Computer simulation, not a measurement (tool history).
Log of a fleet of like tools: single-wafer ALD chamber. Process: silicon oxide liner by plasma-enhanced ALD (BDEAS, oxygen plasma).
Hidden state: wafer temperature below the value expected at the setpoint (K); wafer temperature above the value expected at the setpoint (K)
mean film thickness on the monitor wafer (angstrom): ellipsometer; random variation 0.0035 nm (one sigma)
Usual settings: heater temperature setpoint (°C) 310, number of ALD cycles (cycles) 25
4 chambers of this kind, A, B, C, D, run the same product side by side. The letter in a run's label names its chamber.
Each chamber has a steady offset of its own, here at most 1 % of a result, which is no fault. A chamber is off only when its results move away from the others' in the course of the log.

run   hour  heater temperature setpoint (°C)  number of ALD cycles (cycles)  hours since the last thermocouple change  read-back reference wafer on the same gauge, thickness_nm  mean film thickness on the monitor wafer (angstrom)
 1D    7.2                               310                             25                                    1380.8                                                     1.9303                                               22.949
 2C   12.8                               310                             25                                    2351.4                                                     1.9307                                                22.75
 3A   20.1                               310                             25                                    1372.9                                                     1.9307                                               22.922
 4B   26.9                               310                             25                                      92.3                                                     1.9305                                               23.034
 5C   33.3                               310                             25                                    2371.9                                                     1.9319                                                22.78
 6B   38.2                               310                             25                                     103.6                                                     1.9325                                               23.056
 7A   43.2                               320                             20                                      1396                                                     1.9326                                               18.088
 8D   50.2                               320                             20                                    1423.8                                                     1.9333                                               18.088
 9A   54.8                               320                             20                                    1407.6                                                     1.9328                                               18.068
10D   60.3                               320                             20                                    1433.9                                                     1.9333                                               18.112
11B   67.3                               310                             29                                     132.7                                                     1.9337                                                26.81
12C   75.1                               310                             29                                    2413.7                                                     1.9343                                               26.402
13A   81.8                               310                             29                                    1434.6                                                     1.9344                                               26.624
14C   85.7                               310                             29                                    2424.3                                                     1.9341                                               26.427
15D     91                               310                             25                                    1464.6                                                     1.9357                                               22.979
16B   95.4                               310                             25                                     160.8                                                     1.9357                                               23.098
17D  103.6                               310                             25                                    1477.2                                                     1.9349                                               22.973
18A  109.7                               310                             25                                    1462.5                                                     1.9365                                               22.961
19B  114.7                               310                             25                                     180.1                                                     1.9365                                               23.086
20C  121.4                               310                             25                                      2460                                                     1.9368                                               22.826
21D  129.2                               310                             25                                    1502.8                                                     1.9373                                                23.07
22B  137.1                               310                             25                                     202.5                                                     1.9377                                               23.162
23C  143.7                               310                             25                                    2482.3                                                     1.9383                                               22.842
24A  149.2                               310                             25                                      1502                                                     1.9384                                               23.008
25C  153.7                               310                             25                                    2492.3                                                     1.9384                                               22.803
26B    162                               310                             25                                     227.4                                                     1.9395                                               23.176
27A  166.1                               310                             25                                    1518.9                                                      1.939                                               22.976
28D  172.1                               310                             25                                    1545.7                                                     1.9392                                                23.01
29B  177.2                               304                             22                                     242.6                                                     1.9403                                               20.529
30D  182.3                               304                             22                                    1555.9                                                       1.94                                               20.467
31A  186.5                               304                             22                                    1539.3                                                     1.9399                                               20.355
32C  190.8                               304                             22                                    2529.4                                                       1.94                                               20.273
33A  197.6                               310                             25                                    1550.4                                                      1.941                                               22.963
34B  204.1                               310                             25                                     269.5                                                     1.9411                                               23.185
35C  211.8                               310                             25                                    2550.4                                                     1.9412                                                22.78

What goes on in this fleet: one chamber off, a drifting gauge, or nothing beyond the chambers' own small offsets? Name the chamber and the cause, if any.

The gauge drifts, so all chambers seem to drift together. No chamber is off.
Cause: gauge reads high (%) = 0.634.

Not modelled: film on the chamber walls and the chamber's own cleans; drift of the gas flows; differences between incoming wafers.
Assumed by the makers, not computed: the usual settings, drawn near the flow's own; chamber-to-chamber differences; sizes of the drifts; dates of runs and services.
